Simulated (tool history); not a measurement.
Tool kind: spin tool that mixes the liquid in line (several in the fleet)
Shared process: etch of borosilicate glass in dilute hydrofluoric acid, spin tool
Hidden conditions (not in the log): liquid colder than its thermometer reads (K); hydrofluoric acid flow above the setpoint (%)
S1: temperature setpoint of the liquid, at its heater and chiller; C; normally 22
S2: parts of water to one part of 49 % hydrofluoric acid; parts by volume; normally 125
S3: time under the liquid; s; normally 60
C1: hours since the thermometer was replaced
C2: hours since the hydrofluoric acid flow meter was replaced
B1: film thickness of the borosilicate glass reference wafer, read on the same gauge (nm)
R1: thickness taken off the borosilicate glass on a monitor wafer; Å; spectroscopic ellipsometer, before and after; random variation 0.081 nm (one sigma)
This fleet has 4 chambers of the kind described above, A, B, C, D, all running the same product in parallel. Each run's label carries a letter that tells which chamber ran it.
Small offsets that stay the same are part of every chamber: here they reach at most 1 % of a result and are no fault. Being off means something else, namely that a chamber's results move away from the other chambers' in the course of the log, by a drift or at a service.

{"run": "1B", "hour": 6.1, "S1": 22, "S2": 125, "S3": 60, "C1": 427.2, "C2": 1088.9, "B1": 110.0, "R1": 143.59}
{"run": "2D", "hour": 13.6, "S1": 22, "S2": 125, "S3": 60, "C1": 1131.6, "C2": 295.1, "B1": 110.02, "R1": 142.45}
{"run": "3C", "hour": 19.2, "S1": 22, "S2": 125, "S3": 60, "C1": 874.4, "C2": 619.7, "B1": 110.0, "R1": 142.69}
{"run": "4A", "hour": 25.3, "S1": 22, "S2": 125, "S3": 60, "C1": 258.3, "C2": 339.3, "B1": 110.01, "R1": 142.56}
{"run": "5C", "hour": 33.6, "S1": 22, "S2": 125, "S3": 60, "C1": 888.8, "C2": 634.1, "B1": 110.03, "R1": 145.7}
{"run": "6A", "hour": 38.1, "S1": 22, "S2": 125, "S3": 60, "C1": 271.1, "C2": 352.1, "B1": 109.98, "R1": 142.31}
{"run": "7B", "hour": 41.9, "S1": 22, "S2": 125, "S3": 60, "C1": 463.0, "C2": 1124.7, "B1": 110.0, "R1": 143.34}
{"run": "8D", "hour": 48.4, "S1": 22, "S2": 125, "S3": 60, "C1": 1166.4, "C2": 329.9, "B1": 110.0, "R1": 141.22}
{"run": "9A", "hour": 55.6, "S1": 22, "S2": 95, "S3": 50, "C1": 288.6, "C2": 369.6, "B1": 109.98, "R1": 161.74}
{"run": "10B", "hour": 59.9, "S1": 22, "S2": 95, "S3": 50, "C1": 481.0, "C2": 1142.7, "B1": 109.96, "R1": 162.94}
{"run": "11C", "hour": 68.6, "S1": 22, "S2": 95, "S3": 50, "C1": 923.8, "C2": 669.1, "B1": 109.98, "R1": 162.37}
{"run": "12D", "hour": 75.0, "S1": 22, "S2": 95, "S3": 50, "C1": 1193.0, "C2": 356.5, "B1": 110.01, "R1": 161.63}
{"run": "13D", "hour": 82.5, "S1": 22, "S2": 125, "S3": 60, "C1": 1200.5, "C2": 364.0, "B1": 109.99, "R1": 141.28}
{"run": "14B", "hour": 90.1, "S1": 22, "S2": 105, "S3": 60, "C1": 511.2, "C2": 1172.9, "B1": 110.01, "R1": 176.62}
{"run": "15A", "hour": 94.8, "S1": 22, "S2": 105, "S3": 60, "C1": 327.8, "C2": 408.8, "B1": 109.97, "R1": 173.87}
{"run": "16C", "hour": 100.4, "S1": 22, "S2": 105, "S3": 60, "C1": 955.6, "C2": 700.9, "B1": 110.02, "R1": 174.2}
{"run": "17C", "hour": 106.3, "S1": 22, "S2": 105, "S3": 60, "C1": 961.5, "C2": 706.8, "B1": 110.01, "R1": 174.76}
{"run": "18D", "hour": 110.2, "S1": 22, "S2": 125, "S3": 60, "C1": 1228.2, "C2": 391.7, "B1": 109.96, "R1": 142.79}
{"run": "19A", "hour": 114.0, "S1": 22, "S2": 175, "S3": 40, "C1": 347.0, "C2": 428.0, "B1": 110.02, "R1": 63.602}
{"run": "20B", "hour": 121.3, "S1": 22, "S2": 175, "S3": 40, "C1": 542.4, "C2": 1204.1, "B1": 109.97, "R1": 67.006}
{"run": "21B", "hour": 129.8, "S1": 22, "S2": 175, "S3": 40, "C1": 550.9, "C2": 1212.6, "B1": 110.0, "R1": 66.745}
{"run": "22D", "hour": 138.2, "S1": 22, "S2": 175, "S3": 40, "C1": 1256.2, "C2": 419.7, "B1": 109.98, "R1": 64.398}
{"run": "23A", "hour": 143.4, "S1": 22, "S2": 125, "S3": 60, "C1": 376.4, "C2": 457.4, "B1": 110.04, "R1": 142.62}
{"run": "24C", "hour": 150.7, "S1": 22, "S2": 125, "S3": 60, "C1": 1005.9, "C2": 751.2, "B1": 110.02, "R1": 142.79}
{"run": "25B", "hour": 154.5, "S1": 22, "S2": 125, "S3": 60, "C1": 575.6, "C2": 1237.3, "B1": 110.02, "R1": 150.01}
{"run": "26C", "hour": 161.6, "S1": 22, "S2": 125, "S3": 60, "C1": 1016.8, "C2": 762.1, "B1": 109.99, "R1": 145.06}
{"hour": 167.0, "done": "chamber D: hydrofluoric acid flow meter replaced"}
{"run": "27A", "hour": 169.6, "S1": 22, "S2": 125, "S3": 60, "C1": 402.6, "C2": 483.6, "B1": 109.99, "R1": 141.42}
{"run": "28D", "hour": 175.0, "S1": 22, "S2": 125, "S3": 60, "C1": 1293.0, "C2": 8.1, "B1": 109.98, "R1": 140.52}
{"run": "29B", "hour": 182.1, "S1": 18, "S2": 100, "S3": 60, "C1": 603.2, "C2": 1264.9, "B1": 109.98, "R1": 164.04}
{"hour": 189.1, "done": "chamber D: thermometer replaced"}
{"run": "30D", "hour": 189.2, "S1": 18, "S2": 100, "S3": 60, "C1": 0.2, "C2": 22.3, "B1": 110.03, "R1": 156.69}
{"run": "31A", "hour": 195.8, "S1": 18, "S2": 100, "S3": 60, "C1": 428.8, "C2": 509.8, "B1": 110.02, "R1": 155.48}
{"hour": 202.9, "done": "chamber C: hydrofluoric acid flow meter replaced"}
{"run": "32C", "hour": 204.2, "S1": 18, "S2": 100, "S3": 60, "C1": 1059.4, "C2": 1.3, "B1": 109.99, "R1": 154.62}
{"run": "33A", "hour": 212.7, "S1": 22, "S2": 125, "S3": 60, "C1": 445.7, "C2": 526.7, "B1": 109.98, "R1": 143.29}
{"run": "34B", "hour": 217.7, "S1": 22, "S2": 155, "S3": 80, "C1": 638.8, "C2": 1300.5, "B1": 109.97, "R1": 160.57}
{"run": "35D", "hour": 223.1, "S1": 22, "S2": 155, "S3": 80, "C1": 34.1, "C2": 56.2, "B1": 110.02, "R1": 146.21}

Each of the 4 chambers runs these same settings next. Fill in every chamber's results:
{"run": "36A", "hour": 229.3, "S1": 22, "S2": 125, "S3": 60, "R1": "?"}
{"run": "36B", "hour": 229.3, "S1": 22, "S2": 125, "S3": 60, "R1": "?"}
{"run": "36C", "hour": 229.3, "S1": 22, "S2": 125, "S3": 60, "R1": "?"}
{"run": "36D", "hour": 229.3, "S1": 22, "S2": 125, "S3": 60, "R1": "?"}

run=36A R1=142.320
run=36B R1=155.170
run=36C R1=143.060
run=36D R1=141.600
